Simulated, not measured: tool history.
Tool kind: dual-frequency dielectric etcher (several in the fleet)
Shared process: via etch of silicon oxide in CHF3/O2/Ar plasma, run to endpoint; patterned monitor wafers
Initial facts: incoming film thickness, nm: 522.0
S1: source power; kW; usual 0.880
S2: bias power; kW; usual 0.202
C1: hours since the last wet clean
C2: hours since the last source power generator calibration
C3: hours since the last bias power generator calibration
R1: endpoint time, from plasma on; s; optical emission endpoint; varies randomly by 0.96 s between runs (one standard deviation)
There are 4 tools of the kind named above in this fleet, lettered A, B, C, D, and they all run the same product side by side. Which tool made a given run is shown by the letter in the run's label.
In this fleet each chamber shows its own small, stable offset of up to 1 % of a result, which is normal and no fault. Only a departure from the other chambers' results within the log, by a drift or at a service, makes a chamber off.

run   hour     S1     S2     C1      C2      C3      R1
 1D    8.4  0.880  0.202   85.1  3431.2  2306.1  219.47
 2B   15.1  0.880  0.202  300.2  1201.7  1513.3  219.04
 3C   22.2  0.880  0.202  347.7   996.3   916.6  217.07
 4A   33.1  0.880  0.202  326.7  2056.8  2866.7  220.88
 5C   43.1  0.880  0.202  368.6  1017.2   937.5  216.69
 6D   53.8  0.880  0.202  130.5  3476.6  2351.5  218.53
 7A   62.3  0.880  0.202  355.9  2086.0  2895.9  221.06
      67.0  -- chamber A: wet clean of the chamber
 8B   69.6  0.880  0.202  354.7  1256.2  1567.8  219.54
      70.6  -- chamber B: wet clean of the chamber
 9A   78.1  0.880  0.202   11.2  2101.8  2911.7  220.32
10D   86.6  0.990  0.249  163.3  3509.4  2384.3  194.50
11C   96.2  0.990  0.249  421.7  1070.3   990.6  193.65
12B  105.4  0.990  0.249   34.8  1292.0  1603.6  200.10
13A  110.6  0.990  0.249   43.7  2134.3  2944.2  196.34
14D  115.5  0.880  0.202  192.2  3538.3  2413.2  219.15
15B  124.7  0.880  0.202   54.1  1311.3  1622.9  224.04
     129.6  -- chamber C: wet clean of the chamber
16C  130.3  0.880  0.202    0.7  1104.4  1024.7  217.39
17C  136.4  0.880  0.202    6.8  1110.5  1030.8  217.24
18D  144.9  0.880  0.202  221.6  3567.7  2442.6  215.90
19B  154.5  0.880  0.202   83.9  1341.1  1652.7  226.68
20A  163.0  0.880  0.202   96.1  2186.7  2996.6  219.51
21D  172.5  0.880  0.202  249.2  3595.3  2470.2  218.14
22A  178.2  0.880  0.202  111.3  2201.9  3011.8  221.85
23C  186.9  0.880  0.202   57.3  1161.0  1081.3  219.26
24B  191.7  0.880  0.202  121.1  1378.3  1689.9  227.02
25D  200.7  0.880  0.202  277.4  3623.5  2498.4  219.67

The same settings go to every chamber for the next run, one line per chamber below. Forecast the results for each:
26A  208.6  0.880  0.202               ?
26B  208.6  0.880  0.202               ?
26C  208.6  0.880  0.202               ?
26D  208.6  0.880  0.202               ?

run      R1
26A  220.18
26B  226.03
26C  215.42
26D  218.06
